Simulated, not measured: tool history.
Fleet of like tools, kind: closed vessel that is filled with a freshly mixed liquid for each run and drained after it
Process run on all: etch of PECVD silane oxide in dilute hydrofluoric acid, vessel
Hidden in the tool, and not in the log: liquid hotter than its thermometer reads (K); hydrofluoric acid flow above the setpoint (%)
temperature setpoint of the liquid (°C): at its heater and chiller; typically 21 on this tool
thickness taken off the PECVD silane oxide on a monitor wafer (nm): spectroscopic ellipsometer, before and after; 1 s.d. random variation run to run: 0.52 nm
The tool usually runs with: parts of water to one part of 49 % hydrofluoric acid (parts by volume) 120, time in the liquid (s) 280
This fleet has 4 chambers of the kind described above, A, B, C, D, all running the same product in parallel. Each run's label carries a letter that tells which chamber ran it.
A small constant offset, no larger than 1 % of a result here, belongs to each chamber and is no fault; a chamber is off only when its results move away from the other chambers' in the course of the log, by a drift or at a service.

run   hour  temperature setpoint of the liquid (°C)  parts of water to one part of 49 % hydrofluoric acid (parts by volume)  time in the liquid (s)  hours since the thermometer was replaced  hours since the hydrofluoric acid flow meter was replaced  read-back film thickness of the PECVD silane oxide reference wafer, read on the same gauge (nm)  thickness taken off the PECVD silane oxide on a monitor wafer (nm)
 1A    6.1                                       21                                                                     120                     280                                     132.1                                                       95.8                                                                                           149.99                                                              54.842
 2C   11.9                                       21                                                                     120                     280                                      81.3                                                      599.6                                                                                           150.02                                                              54.797
 3B   17.6                                       21                                                                     120                     280                                     477.0                                                     1267.9                                                                                           150.00                                                              55.213
 4D   25.7                                       21                                                                     120                     280                                     571.5                                                      940.3                                                                                           149.99                                                              55.157
      27.3  -- chamber D: thermometer replaced
 5A   32.9                                       21                                                                     120                     280                                     158.9                                                      122.6                                                                                           150.01                                                              54.353
 6D   41.2                                       21                                                                     120                     280                                      13.9                                                      955.8                                                                                           150.01                                                              55.270
 7B   51.0                                       21                                                                     120                     280                                     510.4                                                     1301.3                                                                                           149.99                                                              55.245
 8C   57.6                                       21                                                                     120                     280                                     127.0                                                      645.3                                                                                           149.99                                                              54.279
 9C   66.8                                       21                                                                     120                     280                                     136.2                                                      654.5                                                                                           150.00                                                              54.444
10B   75.1                                       17                                                                      90                     280                                     534.5                                                     1325.4                                                                                           149.99                                                              63.451
11D   80.4                                       17                                                                      90                     280                                      53.1                                                      995.0                                                                                           149.98                                                              64.292
12A   88.4                                       17                                                                      90                     280                                     214.4                                                      178.1                                                                                           150.01                                                              63.222
13A   94.0                                       17                                                                      90                     280                                     220.0                                                      183.7                                                                                           149.99                                                              63.219
14B  101.2                                       21                                                                     120                     280                                     560.6                                                     1351.5                                                                                           150.01                                                              55.466
15D  106.6                                       21                                                                     120                     125                                      79.3                                                     1021.2                                                                                           150.01                                                              24.653
16C  113.4                                       21                                                                     120                     125                                     182.8                                                      701.1                                                                                           150.01                                                              25.043
17D  120.7                                       21                                                                     120                     125                                      93.4                                                     1035.3                                                                                           150.01                                                              24.172
18A  131.5                                       21                                                                     120                     125                                     257.5                                                      221.2                                                                                           149.99                                                              25.272
19C  138.9                                       21                                                                     120                     280                                     208.3                                                      726.6                                                                                           150.01                                                              54.737
20B  147.1                                       21                                                                     120                     280                                     606.5                                                     1397.4                                                                                           149.99                                                              53.728
21B  158.0                                       21                                                                     120                     280                                     617.4                                                     1408.3                                                                                           149.99                                                              55.363
22A  168.3                                       21                                                                     120                     280                                     294.3                                                      258.0                                                                                           150.01                                                              57.185
23D  174.2                                       21                                                                     120                     280                                     146.9                                                     1088.8                                                                                           149.98                                                              54.645
24C  185.0                                       21                                                                     120                     280                                     254.4                                                      772.7                                                                                           150.00                                                              56.040
25C  193.1                                       21                                                                     120                     280                                     262.5                                                      780.8                                                                                           150.00                                                              54.093
26D  202.4                                       21                                                                     145                     425                                     175.1                                                     1117.0                                                                                           150.01                                                              67.278
27B  207.8                                       21                                                                     145                     425                                     667.2                                                     1458.1                                                                                           150.00                                                              67.554
28A  215.0                                       21                                                                     145                     425                                     341.0                                                      304.7                                                                                           150.00                                                              73.253
29B  220.1                                       21                                                                     145                     425                                     679.5                                                     1470.4                                                                                           149.98                                                              67.114
30C  230.1                                       21                                                                     120                     280                                     299.5                                                      817.8                                                                                           150.01                                                              54.944
31D  240.7                                       21                                                                     120                     280                                     213.4                                                     1155.3                                                                                           150.00                                                              54.618
32A  246.3                                       21                                                                     120                     280                                     372.3                                                      336.0                                                                                           149.99                                                              60.085
33D  253.1                                       21                                                                     120                     280                                     225.8                                                     1167.7                                                                                           150.02                                                              54.891

Predict what each chamber gives when all 4 of them run the settings below next.
34A  261.1                                       21                                                                     160                     280                                                                                                                                                                                                                                                                         ?
34B  261.1                                       21                                                                     160                     280                                                                                                                                                                                                                                                                         ?
34C  261.1                                       21                                                                     160                     280                                                                                                                                                                                                                                                                         ?
34D  261.1                                       21                                                                     160                     280                                                                                                                                                                                                                                                                         ?

run  thickness taken off the PECVD silane oxide on a monitor wafer (nm)
34A                                                              45.153
34B                                                              40.514
34C                                                              39.005
34D                                                              39.367
